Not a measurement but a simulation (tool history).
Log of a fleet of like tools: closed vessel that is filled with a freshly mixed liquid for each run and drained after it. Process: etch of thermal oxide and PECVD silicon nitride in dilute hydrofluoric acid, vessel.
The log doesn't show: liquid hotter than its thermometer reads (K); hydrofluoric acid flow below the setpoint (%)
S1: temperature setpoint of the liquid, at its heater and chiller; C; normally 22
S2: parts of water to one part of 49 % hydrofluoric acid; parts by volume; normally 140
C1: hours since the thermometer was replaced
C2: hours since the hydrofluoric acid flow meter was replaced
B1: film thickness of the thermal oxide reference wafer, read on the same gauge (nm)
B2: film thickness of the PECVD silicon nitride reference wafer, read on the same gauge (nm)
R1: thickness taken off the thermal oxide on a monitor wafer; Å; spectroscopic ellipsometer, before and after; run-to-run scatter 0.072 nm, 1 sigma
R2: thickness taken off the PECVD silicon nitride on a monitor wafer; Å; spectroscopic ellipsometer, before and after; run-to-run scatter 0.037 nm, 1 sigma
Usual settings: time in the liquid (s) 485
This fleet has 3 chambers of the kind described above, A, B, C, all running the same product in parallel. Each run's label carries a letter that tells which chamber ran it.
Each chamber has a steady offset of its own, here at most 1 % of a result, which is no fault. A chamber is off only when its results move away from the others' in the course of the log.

Run 1C, hour 7.2: usual settings; C1 619.6; C2 789.4; B1 99.957; B2 39.997. Result: R1 141.540 Å, R2 52.393 Å.
Run 2B, hour 14.7: usual settings; C1 492.3; C2 1998.4; B1 99.987; B2 40.000. Result: R1 139.870 Å, R2 51.945 Å.
Run 3A, hour 29.8: usual settings; C1 1649.2; C2 127.6; B1 99.997; B2 39.958. Result: R1 142.260 Å, R2 52.242 Å.
Run 4B, hour 42.2: usual settings; C1 519.8; C2 2025.9; B1 100.030; B2 40.010. Result: R1 142.060 Å, R2 52.498 Å.
At hour 43.4: chamber C: hydrofluoric acid flow meter replaced.
Run 5A, hour 53.9: usual settings; C1 1673.3; C2 151.7; B1 99.961; B2 39.996. Result: R1 142.260 Å, R2 52.996 Å.
Run 6C, hour 61.4: usual settings but S1 24 C; C1 673.8; C2 18.1; B1 100.010; B2 40.009. Result: R1 154.110 Å, R2 59.707 Å.
Run 7C, hour 74.0: usual settings but S1 24 C; C1 686.4; C2 30.7; B1 99.941; B2 40.017. Result: R1 154.450 Å, R2 59.825 Å.
Run 8A, hour 86.5: usual settings but S1 24 C; C1 1705.9; C2 184.3; B1 100.030; B2 39.952. Result: R1 152.980 Å, R2 59.748 Å.
Run 9B, hour 98.5: usual settings; C1 576.1; C2 2082.2; B1 99.957; B2 40.003. Result: R1 141.710 Å, R2 53.520 Å.
Run 10B, hour 106.8: usual settings; C1 584.4; C2 2090.5; B1 99.982; B2 40.011. Result: R1 140.960 Å, R2 53.238 Å.
Run 11C, hour 116.6: usual settings; C1 729.0; C2 73.3; B1 100.000; B2 40.018. Result: R1 142.780 Å, R2 52.185 Å.
Run 12A, hour 125.1: usual settings; C1 1744.5; C2 222.9; B1 99.999; B2 40.033. Result: R1 140.830 Å, R2 53.264 Å.
Run 13B, hour 134.5: usual settings; C1 612.1; C2 2118.2; B1 100.020; B2 40.011. Result: R1 142.640 Å, R2 54.669 Å.
At hour 142.8: chamber B: hydrofluoric acid flow meter replaced.
Run 14C, hour 146.4: usual settings; C1 758.8; C2 103.1; B1 99.976; B2 39.987. Result: R1 143.210 Å, R2 52.351 Å.
Run 15A, hour 156.5: usual settings; C1 1775.9; C2 254.3; B1 100.010; B2 39.994. Result: R1 141.170 Å, R2 52.425 Å.
Run 16C, hour 169.5: usual settings but S2 200 parts by volume; C1 781.9; C2 126.2; B1 100.000; B2 39.984. Result: R1 94.384 Å, R2 36.981 Å.
Run 17B, hour 177.9: usual settings but S2 200 parts by volume; C1 655.5; C2 35.2; B1 100.000; B2 39.997. Result: R1 95.409 Å, R2 38.610 Å.
Run 18A, hour 191.5: usual settings but S2 200 parts by volume; C1 1810.9; C2 289.3; B1 100.020; B2 39.994. Result: R1 92.868 Å, R2 37.127 Å.
Run 19C, hour 205.8: usual settings; C1 818.2; C2 162.5; B1 100.020; B2 39.988. Result: R1 142.630 Å, R2 53.090 Å.
Run 20A, hour 221.2: usual settings; C1 1840.6; C2 319.0; B1 99.969; B2 39.996. Result: R1 142.800 Å, R2 52.504 Å.
Run 21B, hour 229.9: usual settings; C1 707.5; C2 87.2; B1 99.957; B2 40.031. Result: R1 144.840 Å, R2 56.208 Å.

Each of the 3 chambers runs these same settings next. Fill in every chamber's results:
Run 22A, hour 241.6: usual settings. Result: R1 ?, R2 ?.
Run 22B, hour 241.6: usual settings. Result: R1 ?, R2 ?.
Run 22C, hour 241.6: usual settings. Result: R1 ?, R2 ?.

run       R1      R2
22A  142.380  53.088
22B  145.940  56.472
22C  142.190  52.264
